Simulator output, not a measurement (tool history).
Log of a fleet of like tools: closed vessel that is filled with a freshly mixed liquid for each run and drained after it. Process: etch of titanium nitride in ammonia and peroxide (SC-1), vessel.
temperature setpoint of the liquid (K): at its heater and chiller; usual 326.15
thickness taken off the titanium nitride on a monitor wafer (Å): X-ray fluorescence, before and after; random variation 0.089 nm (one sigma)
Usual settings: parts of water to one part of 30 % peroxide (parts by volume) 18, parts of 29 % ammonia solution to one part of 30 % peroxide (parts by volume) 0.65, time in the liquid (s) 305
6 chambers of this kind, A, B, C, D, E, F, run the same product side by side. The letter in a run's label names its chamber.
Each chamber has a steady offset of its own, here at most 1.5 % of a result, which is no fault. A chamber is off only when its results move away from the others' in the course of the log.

run,hour,temperature setpoint of the liquid (K),parts of water to one part of 30 % peroxide (parts by volume),parts of 29 % ammonia solution to one part of 30 % peroxide (parts by volume),time in the liquid (s),"read-back film thickness of the titanium nitride reference wafer, read on the same gauge (nm)",thickness taken off the titanium nitride on a monitor wafer (Å)
1B,5.6,326.15,18,0.65,305,100.01,98.639
2D,10.7,326.15,18,0.65,305,100.01,99.09
3A,20.5,326.15,18,0.65,305,99.978,97.74
4F,27.7,326.15,18,0.65,305,100,97.563
# hour 31: chamber F: new drum of ammonia solution connected
5E,33.8,326.15,18,0.65,305,100,97.26
6C,41.3,326.15,18,0.65,305,99.994,97.751
7C,46.6,326.15,18,0.85,305,100,103.63
8F,53.1,326.15,18,0.85,305,100,102.21
9B,61.2,326.15,18,0.85,305,99.993,104.64
10E,71.8,326.15,18,0.85,305,100.02,103.35
11D,78.4,326.15,18,0.85,305,100.02,102.49
12A,84.3,326.15,18,0.85,305,99.994,102.77
13E,93.1,326.15,18,0.65,305,99.991,97.075
14A,99.3,326.15,18,0.65,305,99.998,98.225
15D,105,326.15,18,0.65,305,99.991,99.144
16B,110.4,326.15,18,0.65,305,100.01,99.215
17F,115.8,326.15,18,0.65,305,100,97.263
18C,127.1,323.15,18,0.65,305,100.01,82.12
19F,134.7,323.15,18,0.65,305,100,78.985
20A,144.2,323.15,18,0.65,305,100.02,79.136
21B,150.1,323.15,18,0.65,305,99.997,79.622
22C,155.6,323.15,18,0.65,305,99.998,81.77
23D,164.9,323.15,18,0.65,305,100.01,81.107
24E,173.5,326.15,18,0.65,305,100.01,97.648
25C,179.7,326.15,18,0.65,305,99.993,101.67
26E,185.3,326.15,18,0.65,305,100.02,97.367
27D,191.8,326.15,18,0.65,305,99.981,99
# hour 195.7: chamber C: new drum of ammonia solution connected
28F,197.2,326.15,18,0.65,305,99.995,97.706
# hour 202.2: chamber A: new drum of ammonia solution connected
29A,206.5,326.15,18,0.65,305,99.996,97.274
30B,217.2,326.15,18,0.65,305,99.993,97.659
# hour 224.9: chamber A: thermometer replaced
31F,226.7,326.15,18,0.65,305,99.978,98.501
32C,232,326.15,18,0.65,305,99.99,103.53
33E,238,335.15,18,0.9,305,100.02,191.8
34D,247,335.15,18,0.9,305,100.02,189.17
# hour 251.2: chamber F: thermometer replaced
35A,255.7,335.15,18,0.9,305,99.99,190.31
36B,265.6,335.15,18,0.9,305,99.984,188.26
37F,270.6,335.15,18,0.9,305,99.994,190.6
38B,281.7,335.15,18,0.9,305,99.977,188.39
39D,293.1,326.15,18,0.65,305,99.979,98.609
40E,300.8,326.15,18,0.65,305,99.988,96.893

Next, every chamber runs the same settings. What will each give?
41A,309,316.65,18,0.65,305,,?
41B,309,316.65,18,0.65,305,,?
41C,309,316.65,18,0.65,305,,?
41D,309,316.65,18,0.65,305,,?
41E,309,316.65,18,0.65,305,,?
41F,309,316.65,18,0.65,305,,?

run,thickness taken off the titanium nitride on a monitor wafer (Å)
41A,49.884
41B,51.099
41C,55.868
41D,50.238
41E,49.412
41F,49.744

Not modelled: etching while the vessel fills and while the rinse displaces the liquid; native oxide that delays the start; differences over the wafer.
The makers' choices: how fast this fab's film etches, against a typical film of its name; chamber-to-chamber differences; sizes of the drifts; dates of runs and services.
